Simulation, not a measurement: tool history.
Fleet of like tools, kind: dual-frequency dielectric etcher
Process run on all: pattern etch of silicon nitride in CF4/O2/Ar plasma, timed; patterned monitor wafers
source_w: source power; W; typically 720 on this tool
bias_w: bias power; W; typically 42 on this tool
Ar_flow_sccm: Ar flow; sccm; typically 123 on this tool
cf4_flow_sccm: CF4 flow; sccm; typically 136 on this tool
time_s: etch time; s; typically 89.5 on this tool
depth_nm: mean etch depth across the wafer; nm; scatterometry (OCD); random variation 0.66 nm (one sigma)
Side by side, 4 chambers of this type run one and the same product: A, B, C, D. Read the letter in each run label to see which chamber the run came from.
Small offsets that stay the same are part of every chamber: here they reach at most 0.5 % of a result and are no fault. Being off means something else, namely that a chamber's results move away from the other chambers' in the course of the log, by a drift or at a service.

run,hour,source_w,bias_w,Ar_flow_sccm,cf4_flow_sccm,time_s,"read-back reference wafer on the same gauge, depth_nm",depth_nm
1D,10.5,720,42,123,136,89.5,263.79,222.85
2C,22.0,720,42,123,136,89.5,263.96,224.90
3A,35.0,720,42,123,136,89.5,264.05,222.94
4B,46.8,720,42,123,136,89.5,263.92,219.91
5A,54.9,720,42,123,136,89.5,264.05,223.02
# hour 70.0: chamber B: CF4 flow controller replaced
6B,70.6,580,42,123,136,89.5,264.08,182.02
7D,80.5,580,42,123,136,89.5,263.89,183.74
8C,95.7,580,42,123,136,89.5,263.99,184.37
9C,103.0,580,42,123,136,89.5,264.04,184.97
10B,118.7,720,42,123,136,89.5,263.99,220.90
11A,126.3,720,42,123,136,89.5,264.05,221.36
12D,135.0,720,42,123,136,89.5,263.96,222.41
13D,142.5,720,42,123,136,89.5,263.70,222.57
14B,151.3,720,42,123,136,89.5,264.14,220.94
15C,161.0,720,42,123,136,89.5,264.09,224.19
16A,173.5,720,42,123,136,89.5,264.22,221.53
17D,186.0,720,42,123,136,89.5,264.17,223.49
18A,199.6,720,42,123,136,89.5,264.02,221.41
19B,212.6,550,42,123,109,89.5,263.80,167.92
20C,224.4,550,42,123,109,89.5,264.14,170.71
21D,240.3,550,42,123,109,89.5,264.01,170.62
# hour 240.9: chamber A: source power generator calibrated
22C,255.0,550,42,123,109,89.5,263.85,172.14
# hour 266.7: chamber A: wet clean of the chamber
23A,269.0,720,42,108,136,107.0,264.14,280.47
24B,282.7,720,42,108,136,107.0,264.01,269.81
# hour 293.8: chamber C: wet clean of the chamber
25D,298.3,720,42,108,136,107.0,264.12,270.92
26A,306.5,720,42,108,136,107.0,264.13,279.93
# hour 312.7: chamber B: wet clean of the chamber
27B,316.8,720,42,123,136,89.5,263.96,222.11
28C,325.1,720,42,123,136,89.5,264.09,224.36
29D,340.1,720,42,123,136,89.5,263.97,223.48
30B,355.5,720,42,123,136,89.5,264.24,222.47
31A,365.9,720,42,123,136,89.5,263.96,230.31
32C,380.4,720,42,123,136,89.5,263.88,223.82
33B,393.5,720,42,123,136,89.5,263.84,221.17
# hour 400.8: chamber D: wet clean of the chamber
34A,406.4,720,42,123,136,89.5,263.91,232.08
35D,419.3,720,42,123,136,89.5,264.18,223.02
36C,426.7,720,42,123,136,89.5,264.11,224.54
37B,443.2,720,35,123,117,89.5,264.10,203.46
38C,455.8,720,35,123,117,89.5,264.01,205.24
39D,463.1,720,35,123,117,89.5,264.10,205.53
40A,471.2,720,35,123,117,89.5,263.99,212.47

Is one chamber off against the others, does the gauge drift, or is nothing wrong? If a chamber is off, say which, and what the likeliest cause is.

The work done on chamber A during a service left it standing apart from the others.
Likeliest cause: etch rate over this chamber's usual, % = 3.73.
The log may not separate it from: source power that arrives over what is set, %.

Here are 4 candidates for chamber A's next run, each the usual settings with a change, their results left as question marks. Which one brings its results back in line with what the others give on the usual settings?
In-line tolerance around the mean of the other chambers on the usual settings: depth_nm 2.30 nm
41A-1,483.1,720,38,123,131,89.5,,?
41A-2,483.1,720,42,123,136,91.0,,?
41A-3,483.1,720,42,123,136,88.0,,?
41A-4,483.1,750,42,122,136,89.5,,?

Usual-settings mean across the other chambers: depth_nm 222.65 nm
run,depth_nm
41A-1,221.97
41A-2,234.59
41A-3,226.85
41A-4,239.29
41A-1 brings the chamber back in line.
